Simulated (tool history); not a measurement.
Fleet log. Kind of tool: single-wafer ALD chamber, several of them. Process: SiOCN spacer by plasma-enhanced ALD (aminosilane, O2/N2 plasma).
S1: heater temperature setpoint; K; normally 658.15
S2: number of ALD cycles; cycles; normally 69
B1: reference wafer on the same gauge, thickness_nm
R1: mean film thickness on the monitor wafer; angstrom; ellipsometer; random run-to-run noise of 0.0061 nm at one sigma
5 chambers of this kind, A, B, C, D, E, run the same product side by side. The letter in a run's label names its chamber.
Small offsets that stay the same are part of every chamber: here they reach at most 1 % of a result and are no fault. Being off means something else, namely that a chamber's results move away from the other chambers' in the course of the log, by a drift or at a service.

run   hour      S1  S2      B1      R1
 1A    9.8  658.15  69  3.7407  41.627
 2C   16.6  658.15  69  3.7393   41.76
 3B   22.5  658.15  69  3.7402  41.279
 4D   30.9  658.15  69  3.7389  41.442
 5E   39.7  658.15  69  3.7387  41.722
 6C   44.3  658.15  69  3.7367  41.774
 7D   49.9  658.15  69  3.7379  41.365
 8A     55  658.15  74  3.7372  44.663
 9B   62.6  658.15  74   3.735  44.259
10E   69.3  658.15  74  3.7354   44.69
11A   74.9  658.15  74  3.7352  44.537
12C   83.2  658.15  74  3.7353  44.856
13D     90  658.15  69  3.7349  41.347
14B   96.8  658.15  69  3.7339    41.2
15E  102.9  645.15  69  3.7333  41.704
16D  113.1  645.15  69  3.7322  41.245
17A  119.3  645.15  69   3.731  41.382
18B  128.6  645.15  69  3.7307  41.208
19C  138.1  645.15  69  3.7297  41.804
20E    148  658.15  69  3.7289   41.66
21E  155.3  658.15  69  3.7295  41.671
22B  164.9  658.15  69  3.7287  41.178
23D    173  658.15  69  3.7279  41.303
24C  179.8  658.15  56  3.7269  33.891
       180  -- chamber D: thermocouple changed; heater temperature recalibrated
25A  188.8  658.15  56  3.7249   33.61
26D  196.8  658.15  56  3.7287  33.514
27B  204.3  658.15  56  3.7262  33.454
     205.7  -- chamber C: thermocouple changed; heater temperature recalibrated
28E  212.1  658.15  56  3.7251  33.727
29C  218.7  658.15  81  3.7248  48.886
30A  223.4  658.15  81  3.7235  48.524
31C  230.2  658.15  81  3.7244  48.833
32B  236.4  658.15  81  3.7241   48.36
33D    245  658.15  81  3.7214  48.513
34E  253.3  658.15  69  3.7239  41.553
35A  262.7  658.15  69  3.7217  41.433
36C  268.3  658.15  69   3.722  41.664
37B  278.1  658.15  69  3.7218  41.062
38D  287.4  658.15  69  3.7191  41.291
39E  294.2  658.15  69  3.7206  41.531
40A  299.3  658.15  69  3.7191  41.248
41B  306.1  671.15  69  3.7189  41.101
42D    316  671.15  69  3.7173  41.239
43C  320.7  671.15  69  3.7161  41.682

Next, all 5 chambers run the settings below, one line each with question marks for the results. What does each chamber give?
44A  328.2  658.15  81       ?
44B  328.2  658.15  81       ?
44C  328.2  658.15  81       ?
44D  328.2  658.15  81       ?
44E  328.2  658.15  81       ?

run      R1
44A  48.351
44B  48.144
44C  48.878
44D   48.35
44E  48.739
